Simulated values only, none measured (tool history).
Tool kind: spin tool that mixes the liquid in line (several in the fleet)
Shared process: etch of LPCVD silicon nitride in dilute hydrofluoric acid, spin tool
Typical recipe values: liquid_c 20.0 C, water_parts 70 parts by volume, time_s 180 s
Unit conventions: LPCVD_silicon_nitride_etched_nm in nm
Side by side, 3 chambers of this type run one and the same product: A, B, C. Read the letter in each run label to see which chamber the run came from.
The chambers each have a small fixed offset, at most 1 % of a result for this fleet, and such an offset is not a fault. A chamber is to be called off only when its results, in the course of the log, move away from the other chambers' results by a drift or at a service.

run	hour	liquid_c	water_parts	time_s	hours since the thermometer was replaced	hours since the hydrofluoric acid flow meter was replaced	read-back film thickness of the LPCVD silicon nitride reference wafer, read on the same gauge (nm)	LPCVD_silicon_nitride_etched_nm
1A	4.1	20.0	70	180	559.7	1490.1	110.00	1.05540
2C	10.9	20.0	70	180	1142.8	371.7	110.02	1.01680
3B	16.6	20.0	70	180	515.0	487.0	110.00	0.95393
4A	24.3	20.0	70	180	579.9	1510.3	109.99	0.99621
5B	30.0	20.0	70	230	528.4	500.4	110.02	1.27900
6C	35.3	20.0	70	230	1167.2	396.1	110.02	1.25000
7B	39.7	20.0	70	230	538.1	510.1	110.01	1.28220
8A	48.2	18.0	70	110	603.8	1534.2	110.01	0.53350
9C	56.4	18.0	70	110	1188.3	417.2	110.01	0.55425
10C	63.0	18.0	70	110	1194.9	423.8	110.00	0.52280
11A	67.4	20.0	70	180	623.0	1553.4	109.99	1.01840
12B	72.4	20.0	70	180	570.8	542.8	109.98	0.99905
13B	79.8	20.0	70	180	578.2	550.2	110.02	0.99898
14C	88.7	24.0	70	80	1220.6	449.5	109.99	0.59044
15A	93.4	24.0	70	80	649.0	1579.4	110.01	0.62473
16C	97.5	24.0	70	80	1229.4	458.3	110.01	0.62892
17B	102.2	20.0	70	255	600.6	572.6	109.96	1.45940
18A	111.4	20.0	70	255	667.0	1597.4	110.02	1.47880
19B	115.6	20.0	70	255	614.0	586.0	109.99	1.47310
20C	124.4	20.0	70	180	1256.3	485.2	110.01	0.96647
21A	133.5	20.0	70	265	689.1	1619.5	109.96	1.44850
22A	140.9	20.0	70	265	696.5	1626.9	110.00	1.53000
# hour 146.6: chamber A: hydrofluoric acid flow meter replaced
23C	148.1	20.0	70	265	1280.0	508.9	110.00	1.47870
24B	156.9	20.0	55	105	655.3	627.3	110.01	0.70231
# hour 162.9: chamber C: thermometer replaced
25A	166.1	20.0	55	105	721.7	19.5	110.01	0.73817
26C	174.2	20.0	55	105	11.3	535.0	110.02	0.75088
27B	181.4	20.0	70	180	679.8	651.8	110.02	0.96923
28C	186.1	20.0	70	180	23.2	546.9	110.02	1.01030
29A	193.0	20.0	70	180	748.6	46.4	110.03	1.00410
30B	200.5	20.0	70	180	698.9	670.9	109.99	0.98779
31A	205.0	20.0	70	180	760.6	58.4	109.99	1.04430
32B	214.2	20.0	55	265	712.6	684.6	110.00	1.86540
33C	219.2	20.0	55	265	56.3	580.0	110.00	1.94370
34B	223.2	20.0	55	265	721.6	693.6	110.02	1.98390
35C	231.4	20.0	70	180	68.5	592.2	109.99	0.99989
# hour 234.5: chamber B: hydrofluoric acid flow meter replaced
36A	239.8	20.0	70	180	795.4	93.2	110.01	1.01800
37B	246.4	20.0	70	180	744.8	12.0	109.98	1.05430
38A	255.4	20.0	70	180	811.0	108.8	110.01	0.97582
39C	261.5	20.0	70	180	98.6	622.3	110.01	0.99706
40A	267.0	20.0	70	180	822.6	120.4	110.00	1.02050
41C	272.7	22.5	70	180	109.8	633.5	110.00	1.21740
42B	280.1	22.5	70	180	778.5	45.7	110.00	1.21630

What goes on in this fleet: one chamber off, a drifting gauge, or nothing beyond the chambers' own small offsets? Name the chamber and the cause, if any.

All chambers stay in line apart from their small fixed offsets, and the gauge does not drift.

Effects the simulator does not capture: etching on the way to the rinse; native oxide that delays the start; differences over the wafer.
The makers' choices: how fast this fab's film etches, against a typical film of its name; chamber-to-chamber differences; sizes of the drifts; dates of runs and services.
